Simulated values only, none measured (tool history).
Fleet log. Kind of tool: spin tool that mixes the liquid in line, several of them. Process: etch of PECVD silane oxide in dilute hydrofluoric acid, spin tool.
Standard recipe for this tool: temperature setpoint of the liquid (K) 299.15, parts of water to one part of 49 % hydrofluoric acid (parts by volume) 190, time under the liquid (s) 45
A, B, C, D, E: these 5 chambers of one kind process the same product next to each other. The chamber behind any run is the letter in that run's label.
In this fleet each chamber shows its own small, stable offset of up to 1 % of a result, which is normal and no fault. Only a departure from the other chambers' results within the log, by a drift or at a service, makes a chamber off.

run,hour,temperature setpoint of the liquid (K),parts of water to one part of 49 % hydrofluoric acid (parts by volume),time under the liquid (s),"read-back film thickness of the PECVD silane oxide reference wafer, read on the same gauge (nm)",thickness taken off the PECVD silane oxide on a monitor wafer (angstrom)
1A,10.6,299.15,190,45,40.01,116.24
2E,20.2,299.15,190,45,40.034,114.4
3C,27.9,299.15,190,45,39.962,114.55
4B,35.6,299.15,190,45,39.974,116.31
5D,42.5,299.15,190,45,40.032,113.06
6E,50.3,299.15,190,45,39.998,115.77
7A,63.2,299.15,190,45,39.944,114.93
8B,70,299.15,190,45,40.01,116.43
9C,84.2,299.15,190,45,40.021,114.72
10D,97,299.15,190,45,40.022,113.95
11C,109.3,299.15,190,45,40.002,113.27
12D,123.7,299.15,190,45,40.004,114.01
13E,132.6,299.15,225,45,40.014,95.634
14A,139.3,299.15,225,45,39.96,94.664
15B,151.3,299.15,225,45,40.009,93.274
16A,160.9,299.15,225,45,40.03,94.105
17E,172.7,299.15,225,45,39.998,96.737
18D,186.8,295.15,190,45,39.973,97.583
19B,198.4,295.15,190,45,40.005,102.13
# hour 199: chamber C: thermometer replaced
20C,208.5,295.15,190,45,40.02,99.142
21B,220.8,295.15,190,45,40.006,100.43
# hour 223.5: chamber A: thermometer replaced
22C,231.8,295.15,190,45,39.976,97.846
23E,239.3,299.15,190,45,40.018,120.2
24A,246,299.15,190,45,40.046,113.05
25D,256,299.15,190,45,39.967,114.17
26B,270.4,299.15,190,25,40.06,63.944
27E,277.5,299.15,190,25,39.994,67.334
28D,287.6,299.15,190,25,39.993,63.899
29C,294.9,299.15,190,25,39.969,63.57
30A,304.1,299.15,190,25,40.021,63.802
31A,310.8,299.15,190,45,39.984,115.58
32B,324.8,299.15,190,65,39.984,164.96

All 5 chambers run these settings next. Forecast each chamber's results:
33A,335.2,299.15,120,45,,?
33B,335.2,299.15,120,45,,?
33C,335.2,299.15,120,45,,?
33D,335.2,299.15,120,45,,?
33E,335.2,299.15,120,45,,?

run,thickness taken off the PECVD silane oxide on a monitor wafer (angstrom)
33A,195.71
33B,199.58
33C,195.63
33D,194.1
33E,212.99
